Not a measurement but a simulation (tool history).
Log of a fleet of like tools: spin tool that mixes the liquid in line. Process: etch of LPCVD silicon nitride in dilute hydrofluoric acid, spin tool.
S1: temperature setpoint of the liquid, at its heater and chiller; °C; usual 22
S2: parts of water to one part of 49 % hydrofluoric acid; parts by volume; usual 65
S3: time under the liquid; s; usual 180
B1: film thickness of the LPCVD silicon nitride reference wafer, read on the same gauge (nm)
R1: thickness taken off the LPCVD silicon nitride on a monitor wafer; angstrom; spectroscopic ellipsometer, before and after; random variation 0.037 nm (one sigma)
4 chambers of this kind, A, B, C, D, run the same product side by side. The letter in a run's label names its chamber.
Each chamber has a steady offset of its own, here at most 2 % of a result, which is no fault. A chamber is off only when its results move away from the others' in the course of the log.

run 1C day=0.158 | S1=22 S2=65 S3=180 | B1=140.02 | R1=14.009
run 2A day=0.283 | S1=22 S2=65 S3=180 | B1=140.01 | R1=13.98
run 3D day=0.425 | S1=22 S2=65 S3=180 | B1=140 | R1=13.669
run 4B day=0.592 | S1=22 S2=65 S3=180 | B1=140.02 | R1=13.58
run 5C day=0.7 | S1=22 S2=65 S3=180 | B1=140.01 | R1=13.921
run 6D day=0.825 | S1=22 S2=65 S3=180 | B1=140.01 | R1=13.351
run 7B day=0.925 | S1=22 S2=65 S3=180 | B1=140 | R1=14.141
run 8A day=1.104 | S1=22 S2=65 S3=180 | B1=140 | R1=13.991
run 9B day=1.25 | S1=22 S2=65 S3=180 | B1=140 | R1=13.343
run 10A day=1.354 | S1=22 S2=65 S3=180 | B1=139.99 | R1=14.414
run 11D day=1.442 | S1=22 S2=65 S3=180 | B1=139.98 | R1=14.418
run 12C day=1.638 | S1=22 S2=65 S3=180 | B1=140 | R1=13.718
run 13D day=1.746 | S1=22 S2=65 S3=180 | B1=140 | R1=13.825
run 14C day=1.938 | S1=25 S2=65 S3=90 | B1=139.98 | R1=8.4405
run 15A day=2.05 | S1=25 S2=65 S3=90 | B1=139.98 | R1=8.3475
run 16B day=2.225 | S1=25 S2=65 S3=90 | B1=139.99 | R1=8.5303
run 17B day=2.421 | S1=25 S2=65 S3=90 | B1=140 | R1=8.8557
run 18D day=2.558 | S1=22 S2=65 S3=180 | B1=140.01 | R1=13.466
run 19C day=2.717 | S1=22 S2=65 S3=180 | B1=140.01 | R1=12.987
run 20A day=2.875 | S1=22 S2=65 S3=180 | B1=139.99 | R1=13.942
run 21D day=3.05 | S1=22 S2=65 S3=180 | B1=140 | R1=13.709
run 22C day=3.183 | S1=22 S2=65 S3=180 | B1=139.99 | R1=13.205
run 23B day=3.346 | S1=22 S2=65 S3=180 | B1=140.02 | R1=14.301
run 24A day=3.525 | S1=22 S2=65 S3=180 | B1=140.02 | R1=14.099
run 25C day=3.704 | S1=22 S2=65 S3=180 | B1=139.98 | R1=13.703
run 26D day=3.871 | S1=22 S2=65 S3=180 | B1=140 | R1=14.204
run 27B day=3.979 | S1=22 S2=65 S3=180 | B1=139.99 | R1=13.753
run 28A day=4.088 | S1=22 S2=65 S3=180 | B1=139.99 | R1=14.65
run 29D day=4.254 | S1=22 S2=65 S3=180 | B1=140.03 | R1=13.131
run 30B day=4.346 | S1=22 S2=65 S3=180 | B1=140 | R1=13.625
run 31C day=4.462 | S1=22 S2=65 S3=180 | B1=140 | R1=13.295
run 32A day=4.558 | S1=22 S2=65 S3=180 | B1=140 | R1=13.942
run 33D day=4.662 | S1=22 S2=65 S3=180 | B1=139.98 | R1=14.024
run 34B day=4.767 | S1=22 S2=65 S3=180 | B1=140.01 | R1=14.058
run 35A day=4.958 | S1=22 S2=65 S3=180 | B1=139.98 | R1=14.531
run 36C day=5.108 | S1=22 S2=65 S3=180 | B1=139.97 | R1=14.023
run 37A day=5.275 | S1=22 S2=65 S3=180 | B1=140.01 | R1=14.12
run 38B day=5.425 | S1=22 S2=65 S3=180 | B1=140.03 | R1=13.501
run 39D day=5.525 | S1=22 S2=65 S3=230 | B1=140 | R1=17.966
run 40C day=5.717 | S1=22 S2=65 S3=230 | B1=140.03 | R1=18.516

All 4 chambers run these settings next. Forecast each chamber's results:
run 41A day=5.862 | S1=22 S2=65 S3=130 | R1=?
run 41B day=5.862 | S1=22 S2=65 S3=130 | R1=?
run 41C day=5.862 | S1=22 S2=65 S3=130 | R1=?
run 41D day=5.862 | S1=22 S2=65 S3=130 | R1=?

run=41A R1=10.331
run=41B R1=10.066
run=41C R1=9.8399
run=41D R1=10.351
